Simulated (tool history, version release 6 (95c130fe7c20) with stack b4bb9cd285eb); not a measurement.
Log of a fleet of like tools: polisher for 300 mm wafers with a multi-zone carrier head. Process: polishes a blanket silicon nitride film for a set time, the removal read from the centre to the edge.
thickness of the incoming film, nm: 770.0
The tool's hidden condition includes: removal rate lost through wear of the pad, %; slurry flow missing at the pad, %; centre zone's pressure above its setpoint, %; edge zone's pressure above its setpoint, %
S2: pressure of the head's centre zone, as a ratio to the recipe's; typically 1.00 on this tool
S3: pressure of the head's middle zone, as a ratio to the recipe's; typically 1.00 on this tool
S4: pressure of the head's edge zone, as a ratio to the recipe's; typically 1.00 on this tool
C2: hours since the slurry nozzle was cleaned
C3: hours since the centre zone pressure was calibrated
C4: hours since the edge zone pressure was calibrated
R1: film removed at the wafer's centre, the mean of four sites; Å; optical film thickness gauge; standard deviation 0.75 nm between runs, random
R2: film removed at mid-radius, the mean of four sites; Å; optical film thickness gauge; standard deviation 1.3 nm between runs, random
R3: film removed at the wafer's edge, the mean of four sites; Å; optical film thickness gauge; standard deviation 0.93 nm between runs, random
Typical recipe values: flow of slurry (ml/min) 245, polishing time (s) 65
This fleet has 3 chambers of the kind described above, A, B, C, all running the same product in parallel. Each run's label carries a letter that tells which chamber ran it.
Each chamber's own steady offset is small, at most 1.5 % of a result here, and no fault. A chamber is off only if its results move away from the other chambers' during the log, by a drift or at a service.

{"run": "1B", "hour": 5.7, "flow of slurry (ml/min)": 245, "S2": 1.0, "S3": 1.0, "S4": 1.0, "polishing time (s)": 65, "wafers polished on this pad": 629, "C2": 263.4, "C3": 354.3, "C4": 267.6, "R1": 1122.0, "R2": 1138.3, "R3": 1115.9}
{"hour": 7.7, "done": "chamber C: edge zone pressure recalibrated"}
{"run": "2A", "hour": 15.1, "flow of slurry (ml/min)": 245, "S2": 1.0, "S3": 1.0, "S4": 1.0, "polishing time (s)": 65, "wafers polished on this pad": 521, "C2": 148.4, "C3": 111.5, "C4": 442.8, "R1": 1120.1, "R2": 1112.7, "R3": 1093.2}
{"hour": 18.7, "done": "chamber C: worn pad replaced by a new one"}
{"run": "3C", "hour": 25.8, "flow of slurry (ml/min)": 245, "S2": 1.0, "S3": 1.0, "S4": 1.0, "polishing time (s)": 65, "wafers polished on this pad": 74, "C2": 675.8, "C3": 327.1, "C4": 18.1, "R1": 1114.3, "R2": 1115.7, "R3": 1128.9}
{"run": "4A", "hour": 31.1, "flow of slurry (ml/min)": 245, "S2": 1.0, "S3": 1.0, "S4": 1.0, "polishing time (s)": 65, "wafers polished on this pad": 688, "C2": 164.4, "C3": 127.5, "C4": 458.8, "R1": 1118.7, "R2": 1107.6, "R3": 1127.7}
{"run": "5B", "hour": 37.4, "flow of slurry (ml/min)": 245, "S2": 1.0, "S3": 1.0, "S4": 1.0, "polishing time (s)": 65, "wafers polished on this pad": 960, "C2": 295.1, "C3": 386.0, "C4": 299.3, "R1": 1122.6, "R2": 1118.9, "R3": 1101.8}
{"run": "6C", "hour": 43.0, "flow of slurry (ml/min)": 245, "S2": 1.0, "S3": 1.0, "S4": 1.0, "polishing time (s)": 65, "wafers polished on this pad": 254, "C2": 693.0, "C3": 344.3, "C4": 35.3, "R1": 1112.4, "R2": 1120.0, "R3": 1102.2}
{"hour": 46.8, "done": "chamber B: worn pad replaced by a new one"}
{"run": "7B", "hour": 52.9, "flow of slurry (ml/min)": 245, "S2": 1.0, "S3": 1.0, "S4": 1.0, "polishing time (s)": 65, "wafers polished on this pad": 64, "C2": 310.6, "C3": 401.5, "C4": 314.8, "R1": 1109.4, "R2": 1128.8, "R3": 1120.9}
{"hour": 54.2, "done": "chamber B: slurry nozzle cleaned"}
{"run": "8C", "hour": 62.5, "flow of slurry (ml/min)": 245, "S2": 1.04, "S3": 1.0, "S4": 1.09, "polishing time (s)": 65, "wafers polished on this pad": 457, "C2": 712.5, "C3": 363.8, "C4": 54.8, "R1": 1168.4, "R2": 1124.0, "R3": 1173.7}
{"run": "9A", "hour": 72.6, "flow of slurry (ml/min)": 245, "S2": 1.04, "S3": 1.0, "S4": 1.09, "polishing time (s)": 65, "wafers polished on this pad": 1120, "C2": 205.9, "C3": 169.0, "C4": 500.3, "R1": 1166.8, "R2": 1104.7, "R3": 1157.0}
{"run": "10C", "hour": 80.7, "flow of slurry (ml/min)": 245, "S2": 1.04, "S3": 1.0, "S4": 1.09, "polishing time (s)": 65, "wafers polished on this pad": 647, "C2": 730.7, "C3": 382.0, "C4": 73.0, "R1": 1152.5, "R2": 1147.2, "R3": 1160.2}
{"run": "11B", "hour": 90.6, "flow of slurry (ml/min)": 245, "S2": 1.0, "S3": 0.9, "S4": 1.0, "polishing time (s)": 65, "wafers polished on this pad": 457, "C2": 36.5, "C3": 439.2, "C4": 352.5, "R1": 1131.0, "R2": 1023.5, "R3": 1131.2}
{"run": "12A", "hour": 99.9, "flow of slurry (ml/min)": 245, "S2": 1.0, "S3": 0.9, "S4": 1.0, "polishing time (s)": 65, "wafers polished on this pad": 1405, "C2": 233.2, "C3": 196.3, "C4": 527.6, "R1": 1091.8, "R2": 989.18, "R3": 1072.9}
{"run": "13B", "hour": 106.6, "flow of slurry (ml/min)": 245, "S2": 1.0, "S3": 0.9, "S4": 1.0, "polishing time (s)": 65, "wafers polished on this pad": 624, "C2": 52.5, "C3": 455.2, "C4": 368.5, "R1": 1105.7, "R2": 1007.1, "R3": 1126.0}
{"hour": 116.4, "done": "chamber C: slurry nozzle cleaned"}
{"run": "14A", "hour": 116.9, "flow of slurry (ml/min)": 245, "S2": 1.0, "S3": 1.0, "S4": 1.0, "polishing time (s)": 65, "wafers polished on this pad": 1582, "C2": 250.2, "C3": 213.3, "C4": 544.6, "R1": 1082.0, "R2": 1075.5, "R3": 1080.1}
{"run": "15C", "hour": 125.3, "flow of slurry (ml/min)": 245, "S2": 1.0, "S3": 1.0, "S4": 1.0, "polishing time (s)": 65, "wafers polished on this pad": 1112, "C2": 8.9, "C3": 426.6, "C4": 117.6, "R1": 1116.0, "R2": 1145.5, "R3": 1100.9}
{"run": "16C", "hour": 131.3, "flow of slurry (ml/min)": 245, "S2": 1.0, "S3": 1.0, "S4": 1.0, "polishing time (s)": 65, "wafers polished on this pad": 1175, "C2": 14.9, "C3": 432.6, "C4": 123.6, "R1": 1107.9, "R2": 1134.9, "R3": 1108.5}
{"run": "17B", "hour": 140.3, "flow of slurry (ml/min)": 245, "S2": 1.0, "S3": 1.0, "S4": 1.0, "polishing time (s)": 65, "wafers polished on this pad": 975, "C2": 86.2, "C3": 488.9, "C4": 402.2, "R1": 1116.2, "R2": 1115.0, "R3": 1119.8}
{"hour": 147.0, "done": "chamber C: worn pad replaced by a new one"}
{"run": "18A", "hour": 151.9, "flow of slurry (ml/min)": 245, "S2": 1.05, "S3": 0.89, "S4": 1.0, "polishing time (s)": 65, "wafers polished on this pad": 1947, "C2": 285.2, "C3": 248.3, "C4": 579.6, "R1": 1141.7, "R2": 970.73, "R3": 1078.7}
{"run": "19B", "hour": 162.1, "flow of slurry (ml/min)": 245, "S2": 1.05, "S3": 0.89, "S4": 1.0, "polishing time (s)": 65, "wafers polished on this pad": 1202, "C2": 108.0, "C3": 510.7, "C4": 424.0, "R1": 1171.8, "R2": 1021.3, "R3": 1136.7}
{"run": "20C", "hour": 172.2, "flow of slurry (ml/min)": 245, "S2": 1.05, "S3": 0.89, "S4": 1.0, "polishing time (s)": 65, "wafers polished on this pad": 263, "C2": 55.8, "C3": 473.5, "C4": 164.5, "R1": 1183.5, "R2": 999.62, "R3": 1103.5}
{"hour": 172.3, "done": "chamber B: worn pad replaced by a new one"}
{"run": "21A", "hour": 180.1, "flow of slurry (ml/min)": 245, "S2": 1.0, "S3": 1.0, "S4": 1.0, "polishing time (s)": 65, "wafers polished on this pad": 2241, "C2": 313.4, "C3": 276.5, "C4": 607.8, "R1": 1095.6, "R2": 1074.1, "R3": 1067.5}
{"run": "22C", "hour": 189.7, "flow of slurry (ml/min)": 245, "S2": 1.0, "S3": 1.0, "S4": 1.0, "polishing time (s)": 65, "wafers polished on this pad": 445, "C2": 73.3, "C3": 491.0, "C4": 182.0, "R1": 1107.6, "R2": 1157.0, "R3": 1103.1}
{"run": "23A", "hour": 194.8, "flow of slurry (ml/min)": 245, "S2": 1.0, "S3": 1.0, "S4": 1.0, "polishing time (s)": 65, "wafers polished on this pad": 2395, "C2": 328.1, "C3": 291.2, "C4": 622.5, "R1": 1078.4, "R2": 1069.4, "R3": 1076.8}
{"hour": 200.2, "done": "chamber C: centre zone pressure recalibrated"}
{"run": "24B", "hour": 203.1, "flow of slurry (ml/min)": 245, "S2": 1.0, "S3": 1.0, "S4": 1.0, "polishing time (s)": 65, "wafers polished on this pad": 321, "C2": 149.0, "C3": 551.7, "C4": 465.0, "R1": 1119.0, "R2": 1126.8, "R3": 1135.6}
{"run": "25B", "hour": 215.0, "flow of slurry (ml/min)": 245, "S2": 1.0, "S3": 1.0, "S4": 1.0, "polishing time (s)": 65, "wafers polished on this pad": 445, "C2": 160.9, "C3": 563.6, "C4": 476.9, "R1": 1105.0, "R2": 1119.2, "R3": 1136.0}
{"run": "26A", "hour": 226.9, "flow of slurry (ml/min)": 245, "S2": 1.0, "S3": 1.0, "S4": 1.0, "polishing time (s)": 65, "wafers polished on this pad": 2729, "C2": 360.2, "C3": 323.3, "C4": 654.6, "R1": 1060.8, "R2": 1052.1, "R3": 1054.1}
{"run": "27C", "hour": 236.9, "flow of slurry (ml/min)": 245, "S2": 1.0, "S3": 1.0, "S4": 1.0, "polishing time (s)": 65, "wafers polished on this pad": 937, "C2": 120.5, "C3": 36.8, "C4": 229.2, "R1": 1114.6, "R2": 1138.9, "R3": 1110.5}
{"run": "28C", "hour": 247.4, "flow of slurry (ml/min)": 245, "S2": 1.0, "S3": 1.0, "S4": 1.0, "polishing time (s)": 65, "wafers polished on this pad": 1047, "C2": 131.0, "C3": 47.3, "C4": 239.7, "R1": 1108.5, "R2": 1134.1, "R3": 1098.6}
{"run": "29B", "hour": 254.7, "flow of slurry (ml/min)": 245, "S2": 1.0, "S3": 1.0, "S4": 1.0, "polishing time (s)": 65, "wafers polished on this pad": 859, "C2": 200.6, "C3": 603.3, "C4": 516.6, "R1": 1127.4, "R2": 1132.8, "R3": 1118.8}
{"hour": 260.2, "done": "chamber C: worn pad replaced by a new one"}
{"run": "30A", "hour": 260.8, "flow of slurry (ml/min)": 245, "S2": 1.0, "S3": 1.0, "S4": 1.0, "polishing time (s)": 65, "wafers polished on this pad": 3083, "C2": 394.1, "C3": 357.2, "C4": 688.5, "R1": 1062.7, "R2": 1063.2, "R3": 1054.2}
{"run": "31C", "hour": 270.8, "flow of slurry (ml/min)": 245, "S2": 1.0, "S3": 1.0, "S4": 1.0, "polishing time (s)": 65, "wafers polished on this pad": 111, "C2": 154.4, "C3": 70.7, "C4": 263.1, "R1": 1128.0, "R2": 1129.3, "R3": 1112.1}
{"hour": 276.5, "done": "chamber B: worn pad replaced by a new one"}
{"run": "32A", "hour": 280.7, "flow of slurry (ml/min)": 245, "S2": 1.0, "S3": 1.0, "S4": 1.0, "polishing time (s)": 65, "wafers polished on this pad": 3290, "C2": 414.0, "C3": 377.1, "C4": 708.4, "R1": 1062.4, "R2": 1038.5, "R3": 1053.3}
{"run": "33B", "hour": 290.0, "flow of slurry (ml/min)": 245, "S2": 1.0, "S3": 1.0, "S4": 1.0, "polishing time (s)": 65, "wafers polished on this pad": 141, "C2": 235.9, "C3": 638.6, "C4": 551.9, "R1": 1120.6, "R2": 1154.9, "R3": 1130.3}
{"hour": 294.4, "done": "chamber B: edge zone pressure recalibrated"}
{"run": "34A", "hour": 296.3, "flow of slurry (ml/min)": 245, "S2": 1.0, "S3": 1.0, "S4": 1.0, "polishing time (s)": 65, "wafers polished on this pad": 3453, "C2": 429.6, "C3": 392.7, "C4": 724.0, "R1": 1055.8, "R2": 1043.8, "R3": 1054.5}
{"hour": 298.0, "done": "chamber B: slurry nozzle cleaned"}
{"run": "35B", "hour": 304.3, "flow of slurry (ml/min)": 245, "S2": 1.0, "S3": 1.0, "S4": 1.0, "polishing time (s)": 65, "wafers polished on this pad": 290, "C2": 6.3, "C3": 652.9, "C4": 10.0, "R1": 1115.4, "R2": 1127.9, "R3": 1121.9}
{"run": "36C", "hour": 310.9, "flow of slurry (ml/min)": 245, "S2": 1.0, "S3": 1.0, "S4": 1.0, "polishing time (s)": 65, "wafers polished on this pad": 529, "C2": 194.5, "C3": 110.8, "C4": 303.2, "R1": 1110.5, "R2": 1129.3, "R3": 1097.4}
{"run": "37C", "hour": 319.0, "flow of slurry (ml/min)": 245, "S2": 1.0, "S3": 1.0, "S4": 1.0, "polishing time (s)": 65, "wafers polished on this pad": 614, "C2": 202.6, "C3": 118.9, "C4": 311.3, "R1": 1103.3, "R2": 1149.8, "R3": 1099.8}
{"run": "38A", "hour": 330.8, "flow of slurry (ml/min)": 245, "S2": 1.0, "S3": 1.0, "S4": 1.0, "polishing time (s)": 65, "wafers polished on this pad": 3813, "C2": 464.1, "C3": 427.2, "C4": 758.5, "R1": 1049.2, "R2": 1037.8, "R3": 1030.1}
{"run": "39B", "hour": 337.1, "flow of slurry (ml/min)": 245, "S2": 1.0, "S3": 1.0, "S4": 1.0, "polishing time (s)": 65, "wafers polished on this pad": 632, "C2": 39.1, "C3": 685.7, "C4": 42.8, "R1": 1117.8, "R2": 1140.3, "R3": 1121.0}
{"run": "40B", "hour": 348.3, "flow of slurry (ml/min)": 245, "S2": 1.0, "S3": 1.0, "S4": 1.0, "polishing time (s)": 65, "wafers polished on this pad": 749, "C2": 50.3, "C3": 696.9, "C4": 54.0, "R1": 1133.6, "R2": 1124.4, "R3": 1110.9}
{"run": "41A", "hour": 360.1, "flow of slurry (ml/min)": 245, "S2": 1.0, "S3": 1.0, "S4": 1.0, "polishing time (s)": 65, "wafers polished on this pad": 4118, "C2": 493.4, "C3": 456.5, "C4": 787.8, "R1": 1020.0, "R2": 1047.3, "R3": 1036.7}
{"run": "42C", "hour": 370.9, "flow of slurry (ml/min)": 245, "S2": 1.06, "S3": 1.0, "S4": 1.0, "polishing time (s)": 65, "wafers polished on this pad": 1155, "C2": 254.5, "C3": 170.8, "C4": 363.2, "R1": 1187.3, "R2": 1128.4, "R3": 1108.5}

Does one chamber stand apart from the rest, does the shared gauge drift, or is all well apart from small per-chamber offsets? Give the chamber and the most likely cause, where there is one.

Chamber A drifts away from the others.
Likeliest cause: removal rate lost through wear of the pad, % = 7.59.
From this log alone, it may not be told apart from: slurry flow missing at the pad, %.

Chamber A could run next with any of the 4 candidate recipes listed below; each alters the usual settings, and their results appear as question marks. Which one brings its results back in line with what the other chambers deliver on the usual settings?
In-line tolerance around the mean of the other chambers on the usual settings: R1 26.00 Å; R2 48.00 Å; R3 32.00 Å
{"run": "43A-1", "hour": 379.4, "flow of slurry (ml/min)": 250, "S2": 0.99, "S3": 1.03, "S4": 1.0, "polishing time (s)": 74, "R1": "?", "R2": "?", "R3": "?"}
{"run": "43A-2", "hour": 379.4, "flow of slurry (ml/min)": 240, "S2": 1.0, "S3": 0.98, "S4": 1.0, "polishing time (s)": 60, "R1": "?", "R2": "?", "R3": "?"}
{"run": "43A-3", "hour": 379.4, "flow of slurry (ml/min)": 240, "S2": 1.01, "S3": 0.97, "S4": 1.01, "polishing time (s)": 57, "R1": "?", "R2": "?", "R3": "?"}
{"run": "43A-4", "hour": 379.4, "flow of slurry (ml/min)": 250, "S2": 1.0, "S3": 1.02, "S4": 1.0, "polishing time (s)": 70, "R1": "?", "R2": "?", "R3": "?"}

The mean the other chambers reach with the usual settings: R1 1115.60 Å; R2 1130.30 Å; R3 1114.30 Å
run=43A-1 R1=1162.80 R2=1202.80 R3=1167.70
run=43A-2 R1=947.66 R2=926.40 R3=943.98
run=43A-3 R1=910.08 R2=871.67 R3=901.56
run=43A-4 R1=1112.00 R2=1127.40 R3=1104.80
It is 43A-4 that realigns the chamber with its peers.
